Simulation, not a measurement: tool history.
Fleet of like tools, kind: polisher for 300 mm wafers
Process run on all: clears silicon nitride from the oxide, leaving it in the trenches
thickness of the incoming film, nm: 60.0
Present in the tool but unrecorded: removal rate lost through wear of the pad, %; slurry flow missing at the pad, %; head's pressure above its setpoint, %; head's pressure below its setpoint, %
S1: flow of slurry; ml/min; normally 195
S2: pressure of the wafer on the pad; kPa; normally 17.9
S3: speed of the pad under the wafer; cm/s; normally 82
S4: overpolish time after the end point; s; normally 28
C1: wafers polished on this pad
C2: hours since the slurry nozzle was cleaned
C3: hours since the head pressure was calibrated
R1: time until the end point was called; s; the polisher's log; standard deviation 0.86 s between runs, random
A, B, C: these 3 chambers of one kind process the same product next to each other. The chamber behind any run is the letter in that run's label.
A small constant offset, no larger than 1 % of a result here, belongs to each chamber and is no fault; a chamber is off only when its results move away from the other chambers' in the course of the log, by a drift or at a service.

| run | day | S1 | S2 | S3 | S4 | C1 | C2 | C3 | R1 |
|---|---|---|---|---|---|---|---|---|---|
|  | 0.421 | chamber C: slurry nozzle cleaned |
| 1A | 0.575 | 195 | 17.9 | 82 | 28 | 213 | 281.4 | 1085.5 | 73.545 |
| 2C | 0.879 | 195 | 17.9 | 82 | 28 | 429 | 11.1 | 126.3 | 70.080 |
| 3B | 1.433 | 195 | 17.9 | 82 | 28 | 700 | 62.9 | 567.5 | 70.441 |
| 4C | 1.846 | 195 | 17.9 | 82 | 28 | 577 | 34.3 | 149.5 | 71.689 |
| 5B | 2.233 | 195 | 17.9 | 82 | 28 | 823 | 82.1 | 586.7 | 71.126 |
| 6A | 2.538 | 195 | 17.9 | 82 | 28 | 514 | 328.5 | 1132.6 | 72.539 |
| 7C | 2.788 | 195 | 17.9 | 68 | 28 | 721 | 56.9 | 172.1 | 87.639 |
|  | 3.146 | chamber A: worn pad replaced by a new one |
| 8B | 3.300 | 195 | 17.9 | 68 | 28 | 986 | 107.7 | 612.3 | 85.782 |
|  | 3.633 | chamber B: worn pad replaced by a new one |
| 9A | 3.721 | 195 | 17.9 | 68 | 28 | 88 | 356.9 | 1161.0 | 88.849 |
|  | 4.046 | chamber A: slurry nozzle cleaned |
| 10B | 4.175 | 265 | 22.8 | 82 | 28 | 83 | 128.7 | 633.3 | 55.892 |
| 11A | 4.567 | 265 | 22.8 | 82 | 28 | 217 | 12.5 | 1181.3 | 54.721 |
| 12C | 4.825 | 265 | 22.8 | 82 | 28 | 1033 | 105.8 | 221.0 | 56.811 |
|  | 5.183 | chamber C: worn pad replaced by a new one |
| 13B | 5.321 | 195 | 17.9 | 82 | 28 | 258 | 156.2 | 660.8 | 74.026 |
| 14A | 5.796 | 195 | 17.9 | 98 | 37 | 406 | 42.0 | 1210.8 | 60.318 |
| 15C | 6.100 | 195 | 17.9 | 98 | 37 | 140 | 136.4 | 251.6 | 59.846 |
| 16A | 6.354 | 195 | 17.9 | 98 | 37 | 491 | 55.4 | 1224.2 | 61.570 |
| 17B | 6.792 | 160 | 17.9 | 82 | 28 | 483 | 191.5 | 696.1 | 78.051 |
|  | 7.062 | chamber A: worn pad replaced by a new one |
| 18C | 7.104 | 160 | 17.9 | 82 | 28 | 294 | 160.5 | 275.7 | 74.693 |
| 19B | 7.396 | 160 | 17.9 | 82 | 28 | 576 | 206.0 | 710.6 | 81.063 |
| 20A | 7.696 | 195 | 17.9 | 82 | 28 | 96 | 87.6 | 1256.4 | 72.421 |
| 21C | 8.162 | 195 | 17.9 | 82 | 28 | 456 | 185.9 | 301.1 | 71.967 |
| 22A | 8.571 | 135 | 17.9 | 82 | 17 | 230 | 108.6 | 1277.4 | 77.582 |

Decide between three cases: one chamber stands off from its peers, the gauge reading all wafers drifts, or nothing is wrong past each chamber's small offset. Where a chamber is off, say which and what most likely put it there.

It is chamber B that slowly wanders off from its peers.
Likeliest cause: head's pressure below its setpoint, % = 9.34.
The log may not tell that from: slurry flow missing at the pad, %.

Here are 4 candidates for chamber B's next run, each the usual settings with a change, their results left as question marks. Which one brings its results back in line with what the others give on the usual settings?
Allowed miss from the other chambers' usual-settings mean, per result, to count as in line: R1 3.000 s
| 23B-1 | 8.983 | 195 | 17.2 | 78 | 28 |  |  |  | ? |
| 23B-2 | 8.983 | 195 | 17.9 | 98 | 28 |  |  |  | ? |
| 23B-3 | 8.983 | 200 | 20.0 | 82 | 28 |  |  |  | ? |
| 23B-4 | 8.983 | 190 | 16.5 | 74 | 28 |  |  |  | ? |

Mean of the other chambers on the usual settings: R1 72.379 s
| run | R1 |
|---|---|
| 23B-1 | 87.416 |
| 23B-2 | 66.891 |
| 23B-3 | 71.569 |
| 23B-4 | 96.296 |
With 23B-3, the chamber falls back in line with the rest.
